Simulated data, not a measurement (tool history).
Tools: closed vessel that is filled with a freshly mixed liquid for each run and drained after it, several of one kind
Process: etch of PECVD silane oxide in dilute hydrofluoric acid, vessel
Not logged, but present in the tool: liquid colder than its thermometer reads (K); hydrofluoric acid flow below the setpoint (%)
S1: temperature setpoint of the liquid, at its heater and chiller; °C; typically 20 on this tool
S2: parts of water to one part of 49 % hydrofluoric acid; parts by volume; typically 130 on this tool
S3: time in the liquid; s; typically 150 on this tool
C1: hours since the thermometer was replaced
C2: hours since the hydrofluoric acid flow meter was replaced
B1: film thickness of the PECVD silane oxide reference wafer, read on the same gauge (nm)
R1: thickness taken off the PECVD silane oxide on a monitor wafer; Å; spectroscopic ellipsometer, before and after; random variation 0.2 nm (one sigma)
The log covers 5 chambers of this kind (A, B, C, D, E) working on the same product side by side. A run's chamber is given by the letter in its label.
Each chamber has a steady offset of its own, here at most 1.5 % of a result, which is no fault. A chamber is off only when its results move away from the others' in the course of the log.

| run | hour | S1 | S2 | S3 | C1 | C2 | B1 | R1 |
|---|---|---|---|---|---|---|---|---|
|  | 0.9 | chamber B: hydrofluoric acid flow meter replaced |
| 1A | 4.6 | 20 | 130 | 150 | 166.4 | 823.2 | 59.998 | 270.43 |
| 2B | 9.8 | 20 | 130 | 150 | 659.9 | 8.9 | 59.993 | 268.74 |
| 3C | 15.8 | 20 | 130 | 150 | 531.4 | 54.4 | 59.992 | 265.46 |
| 4D | 23.4 | 20 | 130 | 150 | 1666.9 | 859.5 | 59.98 | 271.34 |
| 5E | 27.2 | 20 | 130 | 150 | 356.8 | 239.9 | 60.015 | 268 |
| 6E | 33.5 | 20 | 130 | 150 | 363.1 | 246.2 | 59.986 | 270.04 |
| 7A | 39.1 | 22 | 130 | 150 | 200.9 | 857.7 | 59.993 | 295.01 |
| 8B | 46.4 | 22 | 130 | 150 | 696.5 | 45.5 | 59.989 | 294.91 |
| 9D | 51.9 | 22 | 130 | 150 | 1695.4 | 888 | 60.015 | 293.74 |
| 10C | 57 | 22 | 130 | 150 | 572.6 | 95.6 | 59.993 | 286.99 |
| 11E | 61 | 22 | 130 | 150 | 390.6 | 273.7 | 59.991 | 288.48 |
| 12A | 67.4 | 20 | 130 | 150 | 229.2 | 886 | 60.016 | 268.38 |
| 13C | 74.1 | 20 | 130 | 150 | 589.7 | 112.7 | 60.015 | 268.77 |
| 14B | 77.8 | 20 | 130 | 150 | 727.9 | 76.9 | 60.002 | 268.47 |
| 15D | 82.8 | 20 | 130 | 150 | 1726.3 | 918.9 | 59.982 | 271.04 |
| 16C | 89.6 | 20 | 130 | 150 | 605.2 | 128.2 | 59.998 | 267.01 |
| 17D | 93.2 | 20 | 130 | 150 | 1736.7 | 929.3 | 60.016 | 269.81 |
| 18B | 97.9 | 20 | 130 | 230 | 748 | 97 | 59.981 | 411.67 |
| 19A | 103.5 | 20 | 130 | 230 | 265.3 | 922.1 | 60.009 | 412.01 |
| 20E | 111.4 | 20 | 130 | 230 | 441 | 324.1 | 59.994 | 413.37 |
| 21A | 119.2 | 20 | 130 | 230 | 281 | 937.8 | 59.985 | 415.18 |
| 22C | 123.6 | 20 | 130 | 230 | 639.2 | 162.2 | 60.034 | 409.07 |
| 23D | 130 | 20 | 130 | 150 | 1773.5 | 966.1 | 59.995 | 269.92 |
| 24E | 137 | 18.5 | 175 | 150 | 466.6 | 349.7 | 59.973 | 180.34 |
| 25B | 142.6 | 18.5 | 175 | 150 | 792.7 | 141.7 | 60.01 | 179.87 |
| 26C | 149.4 | 18.5 | 175 | 150 | 665 | 188 | 60.005 | 178.49 |
| 27A | 155.7 | 18.5 | 175 | 150 | 317.5 | 974.3 | 59.978 | 180.19 |
| 28D | 163.4 | 18.5 | 175 | 150 | 1806.9 | 999.5 | 59.981 | 179.29 |
| 29B | 170.3 | 20 | 130 | 150 | 820.4 | 169.4 | 59.981 | 273.54 |
|  | 172.9 | chamber D: hydrofluoric acid flow meter replaced |
| 30E | 177.7 | 20 | 130 | 150 | 507.3 | 390.4 | 60.013 | 268.95 |
| 31C | 185.2 | 20 | 130 | 150 | 700.8 | 223.8 | 60.034 | 269.31 |
| 32A | 190.7 | 20 | 130 | 150 | 352.5 | 1009.3 | 60.014 | 268.2 |
| 33E | 196.7 | 20 | 130 | 150 | 526.3 | 409.4 | 59.975 | 272.96 |
| 34D | 203.5 | 20 | 130 | 150 | 1847 | 30.6 | 59.965 | 269.13 |
| 35B | 207.6 | 20 | 130 | 150 | 857.7 | 206.7 | 60.009 | 271.11 |
| 36B | 213.9 | 20 | 130 | 150 | 864 | 213 | 60.007 | 270 |
| 37A | 219.6 | 20 | 130 | 95 | 381.4 | 1038.2 | 59.988 | 174.14 |

What goes on in this fleet: one chamber off, a drifting gauge, or nothing beyond the chambers' own small offsets? Name the chamber and the cause, if any.

Nothing is wrong: each chamber keeps only its own small, steady offset and the gauge holds still.

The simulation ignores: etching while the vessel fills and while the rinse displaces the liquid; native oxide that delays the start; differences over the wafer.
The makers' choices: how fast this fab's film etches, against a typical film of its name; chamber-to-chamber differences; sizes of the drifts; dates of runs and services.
